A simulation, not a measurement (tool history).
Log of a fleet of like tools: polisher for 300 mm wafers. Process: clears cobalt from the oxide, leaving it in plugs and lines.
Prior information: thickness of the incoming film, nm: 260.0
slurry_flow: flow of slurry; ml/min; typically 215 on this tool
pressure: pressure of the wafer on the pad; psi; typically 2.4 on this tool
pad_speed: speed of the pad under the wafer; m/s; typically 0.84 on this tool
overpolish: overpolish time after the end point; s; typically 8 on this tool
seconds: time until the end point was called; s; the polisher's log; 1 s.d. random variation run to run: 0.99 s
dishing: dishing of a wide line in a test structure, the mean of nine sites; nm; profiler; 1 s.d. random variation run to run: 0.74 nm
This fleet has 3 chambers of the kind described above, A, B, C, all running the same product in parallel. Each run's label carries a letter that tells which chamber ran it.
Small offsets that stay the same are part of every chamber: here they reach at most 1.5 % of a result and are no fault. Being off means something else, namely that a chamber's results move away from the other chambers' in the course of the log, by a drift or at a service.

At hour 7.7: chamber A: worn pad replaced by a new one.
Run 1C, hour 14.2: usual settings. Result: seconds 57.302 s, dishing 29.595 nm.
Run 2B, hour 23.8: usual settings. Result: seconds 57.975 s, dishing 29.963 nm.
At hour 28.5: chamber A: slurry nozzle cleaned.
Run 3A, hour 35.6: usual settings. Result: seconds 56.392 s, dishing 31.216 nm.
At hour 37.1: chamber B: head pressure recalibrated.
At hour 41.1: chamber B: worn pad replaced by a new one.
Run 4B, hour 48.5: usual settings. Result: seconds 57.750 s, dishing 29.631 nm.
Run 5C, hour 59.5: usual settings. Result: seconds 57.013 s, dishing 30.017 nm.
Run 6A, hour 73.6: usual settings. Result: seconds 57.251 s, dishing 29.674 nm.
At hour 79.1: chamber C: worn pad replaced by a new one.
At hour 80.1: chamber A: worn pad replaced by a new one.
Run 7B, hour 86.5: usual settings. Result: seconds 58.055 s, dishing 31.228 nm.
Run 8A, hour 100.9: usual settings but slurry_flow 255 ml/min, overpolish 13 s. Result: seconds 56.738 s, dishing 43.907 nm.
Run 9C, hour 109.9: usual settings but slurry_flow 255 ml/min, overpolish 13 s. Result: seconds 58.053 s, dishing 44.835 nm.
At hour 110.7: chamber B: slurry nozzle cleaned.
At hour 120.1: chamber B: worn pad replaced by a new one.
Run 10B, hour 120.1: usual settings but slurry_flow 255 ml/min, overpolish 13 s. Result: seconds 56.069 s, dishing 46.349 nm.
At hour 126.1: chamber C: slurry nozzle cleaned.
Run 11A, hour 131.5: usual settings. Result: seconds 59.957 s, dishing 29.988 nm.
Run 12C, hour 138.8: usual settings. Result: seconds 56.652 s, dishing 30.491 nm.
Run 13A, hour 149.2: usual settings. Result: seconds 59.715 s, dishing 28.916 nm.
At hour 158.2: chamber A: worn pad replaced by a new one.
Run 14C, hour 161.0: usual settings. Result: seconds 57.439 s, dishing 29.523 nm.
At hour 165.8: chamber C: worn pad replaced by a new one.
Run 15B, hour 173.7: usual settings. Result: seconds 56.314 s, dishing 28.989 nm.
Run 16A, hour 185.7: usual settings. Result: seconds 57.773 s, dishing 30.093 nm.
Run 17B, hour 194.9: usual settings but pressure 3.0 psi, overpolish 9 s. Result: seconds 47.806 s, dishing 39.331 nm.
At hour 196.1: chamber B: worn pad replaced by a new one.
Run 18C, hour 208.1: usual settings but pressure 3.0 psi, overpolish 9 s. Result: seconds 46.665 s, dishing 40.140 nm.
Run 19C, hour 217.5: usual settings but pressure 3.0 psi, overpolish 9 s. Result: seconds 44.616 s, dishing 39.007 nm.
Run 20A, hour 226.9: usual settings. Result: seconds 58.797 s, dishing 28.813 nm.
Run 21B, hour 239.8: usual settings. Result: seconds 58.148 s, dishing 30.586 nm.
At hour 240.9: chamber A: worn pad replaced by a new one.
Run 22B, hour 251.2: usual settings. Result: seconds 57.261 s, dishing 29.536 nm.
At hour 260.2: chamber C: worn pad replaced by a new one.
Run 23A, hour 265.8: usual settings. Result: seconds 59.199 s, dishing 30.505 nm.
Run 24C, hour 280.2: usual settings. Result: seconds 56.817 s, dishing 28.121 nm.
At hour 287.9: chamber B: worn pad replaced by a new one.
Run 25C, hour 292.2: usual settings. Result: seconds 58.281 s, dishing 30.824 nm.
Run 26B, hour 303.3: usual settings. Result: seconds 57.080 s, dishing 30.339 nm.
Run 27A, hour 315.6: usual settings. Result: seconds 56.711 s, dishing 28.800 nm.
At hour 326.5: chamber A: worn pad replaced by a new one.
Run 28B, hour 326.9: usual settings. Result: seconds 56.357 s, dishing 29.477 nm.
At hour 341.3: chamber B: head pressure recalibrated.
Run 29C, hour 341.4: usual settings. Result: seconds 57.327 s, dishing 29.869 nm.
At hour 348.2: chamber C: worn pad replaced by a new one.
Run 30A, hour 349.5: usual settings. Result: seconds 59.396 s, dishing 31.019 nm.
Run 31C, hour 361.1: usual settings. Result: seconds 59.785 s, dishing 30.163 nm.
At hour 365.5: chamber B: worn pad replaced by a new one.
Run 32B, hour 369.8: usual settings. Result: seconds 57.392 s, dishing 30.316 nm.
Run 33A, hour 379.9: usual settings. Result: seconds 57.567 s, dishing 30.175 nm.
Run 34A, hour 388.9: usual settings. Result: seconds 56.853 s, dishing 30.760 nm.
Run 35B, hour 396.0: usual settings. Result: seconds 58.106 s, dishing 29.385 nm.
Run 36C, hour 403.0: usual settings. Result: seconds 57.840 s, dishing 29.996 nm.
Run 37B, hour 412.3: usual settings. Result: seconds 57.525 s, dishing 29.456 nm.

All chambers now run identical settings, listed one chamber a line with results as question marks. What results will each chamber show?
Run 38A, hour 422.8: usual settings but pad_speed 0.74 m/s. Result: seconds ?, dishing ?.
Run 38B, hour 422.8: usual settings but pad_speed 0.74 m/s. Result: seconds ?, dishing ?.
Run 38C, hour 422.8: usual settings but pad_speed 0.74 m/s. Result: seconds ?, dishing ?.

run  seconds  dishing
38A   66.685   26.060
38B   65.121   26.751
38C   67.741   27.779

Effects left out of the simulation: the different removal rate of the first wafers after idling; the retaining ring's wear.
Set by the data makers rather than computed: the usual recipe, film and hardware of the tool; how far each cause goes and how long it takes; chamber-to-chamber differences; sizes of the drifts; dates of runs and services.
